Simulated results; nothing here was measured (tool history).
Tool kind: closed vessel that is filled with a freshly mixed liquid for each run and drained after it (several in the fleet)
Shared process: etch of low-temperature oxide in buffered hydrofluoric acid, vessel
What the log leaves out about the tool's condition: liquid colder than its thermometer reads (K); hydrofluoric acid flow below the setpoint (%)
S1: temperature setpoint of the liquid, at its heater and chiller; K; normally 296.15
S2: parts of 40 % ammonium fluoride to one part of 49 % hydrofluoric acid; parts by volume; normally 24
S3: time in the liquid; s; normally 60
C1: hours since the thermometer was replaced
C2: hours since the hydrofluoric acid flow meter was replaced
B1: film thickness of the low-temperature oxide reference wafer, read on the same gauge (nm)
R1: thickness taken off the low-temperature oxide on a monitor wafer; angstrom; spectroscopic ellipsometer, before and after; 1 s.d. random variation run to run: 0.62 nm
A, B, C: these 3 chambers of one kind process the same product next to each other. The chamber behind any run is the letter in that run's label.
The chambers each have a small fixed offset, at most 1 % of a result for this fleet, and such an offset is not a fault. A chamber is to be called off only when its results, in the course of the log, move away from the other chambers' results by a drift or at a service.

run 1C hour=7.6 | S1=296.15 S2=24 S3=60 | C1=494.7 C2=270.3 | B1=59.987 | R1=792.02
run 2B hour=11.9 | S1=296.15 S2=24 S3=60 | C1=603.7 C2=601.3 | B1=60.001 | R1=804.21
run 3A hour=18.4 | S1=296.15 S2=24 S3=60 | C1=342.5 C2=272.8 | B1=59.989 | R1=788.87
run 4C hour=24 | S1=296.15 S2=24 S3=60 | C1=511.1 C2=286.7 | B1=60.001 | R1=798.47
run 5A hour=30.9 | S1=296.15 S2=24 S3=60 | C1=355 C2=285.3 | B1=60.013 | R1=802.01
run 6B hour=35.9 | S1=296.15 S2=24 S3=60 | C1=627.7 C2=625.3 | B1=59.999 | R1=812.41
run 7C hour=42.8 | S1=296.15 S2=24 S3=60 | C1=529.9 C2=305.5 | B1=60.006 | R1=797.59
run 8B hour=49.6 | S1=296.15 S2=24 S3=60 | C1=641.4 C2=639 | B1=60.017 | R1=807.79
run 9A hour=56.1 | S1=296.15 S2=24 S3=60 | C1=380.2 C2=310.5 | B1=59.991 | R1=811.29
run 10B hour=60.5 | S1=296.15 S2=24 S3=60 | C1=652.3 C2=649.9 | B1=60.005 | R1=814.11
run 11C hour=68 | S1=296.15 S2=24 S3=60 | C1=555.1 C2=330.7 | B1=60.012 | R1=804.46
run 12A hour=75.5 | S1=296.15 S2=24 S3=60 | C1=399.6 C2=329.9 | B1=60 | R1=805.46
run 13B hour=79.1 | S1=296.15 S2=24 S3=60 | C1=670.9 C2=668.5 | B1=59.985 | R1=809.32
run 14C hour=84.1 | S1=296.15 S2=24 S3=60 | C1=571.2 C2=346.8 | B1=59.991 | R1=796.74
run 15A hour=88.3 | S1=296.15 S2=24 S3=60 | C1=412.4 C2=342.7 | B1=60.022 | R1=800.72
run 16B hour=94 | S1=296.15 S2=30 S3=30 | C1=685.8 C2=683.4 | B1=60.018 | R1=344.95
run 17A hour=100.8 | S1=296.15 S2=30 S3=30 | C1=424.9 C2=355.2 | B1=59.995 | R1=341.29
run 18C hour=104.3 | S1=296.15 S2=30 S3=30 | C1=591.4 C2=367 | B1=60.004 | R1=345.06
run 19A hour=108.6 | S1=296.15 S2=24 S3=60 | C1=432.7 C2=363 | B1=60 | R1=801.68
run 20C hour=116.1 | S1=296.15 S2=24 S3=60 | C1=603.2 C2=378.8 | B1=60.017 | R1=803.92
run 21B hour=121.9 | S1=296.15 S2=24 S3=60 | C1=713.7 C2=711.3 | B1=60 | R1=809.61
run 22C hour=128.1 | S1=296.15 S2=24 S3=60 | C1=615.2 C2=390.8 | B1=59.999 | R1=796.18
run 23B hour=133.7 | S1=296.15 S2=24 S3=60 | C1=725.5 C2=723.1 | B1=60.011 | R1=804.45
run 24A hour=140.5 | S1=296.15 S2=24 S3=60 | C1=464.6 C2=394.9 | B1=60.011 | R1=787.19
run 25C hour=146.4 | S1=296.15 S2=24 S3=60 | C1=633.5 C2=409.1 | B1=59.995 | R1=797
run 26B hour=152.4 | S1=296.15 S2=24 S3=60 | C1=744.2 C2=741.8 | B1=60.006 | R1=799.28
run 27A hour=157.7 | S1=296.15 S2=30 S3=70 | C1=481.8 C2=412.1 | B1=59.988 | R1=784.89
run 28B hour=163.5 | S1=296.15 S2=30 S3=70 | C1=755.3 C2=752.9 | B1=60.003 | R1=800.67
run 29A hour=171.1 | S1=296.15 S2=30 S3=70 | C1=495.2 C2=425.5 | B1=60.018 | R1=791.65
run 30C hour=176.7 | S1=293.65 S2=24 S3=90 | C1=663.8 C2=439.4 | B1=60.01 | R1=1035.5
run 31C hour=184.3 | S1=293.65 S2=24 S3=90 | C1=671.4 C2=447 | B1=59.979 | R1=1039
run 32B hour=189 | S1=293.65 S2=24 S3=90 | C1=780.8 C2=778.4 | B1=59.985 | R1=1046.6
run 33A hour=193.9 | S1=296.15 S2=24 S3=60 | C1=518 C2=448.3 | B1=60.021 | R1=799.7
run 34B hour=198.6 | S1=296.15 S2=24 S3=60 | C1=790.4 C2=788 | B1=59.994 | R1=805.78
run 35C hour=203.3 | S1=296.15 S2=24 S3=60 | C1=690.4 C2=466 | B1=59.999 | R1=798.64
run 36A hour=208.3 | S1=296.15 S2=24 S3=60 | C1=532.4 C2=462.7 | B1=59.989 | R1=788.45

Decide between three cases: one chamber stands off from its peers, the gauge reading all wafers drifts, or nothing is wrong past each chamber's small offset. Where a chamber is off, say which and what most likely put it there.

No chamber is off and the gauge is stable; the differences are just each chamber's small, constant offset.

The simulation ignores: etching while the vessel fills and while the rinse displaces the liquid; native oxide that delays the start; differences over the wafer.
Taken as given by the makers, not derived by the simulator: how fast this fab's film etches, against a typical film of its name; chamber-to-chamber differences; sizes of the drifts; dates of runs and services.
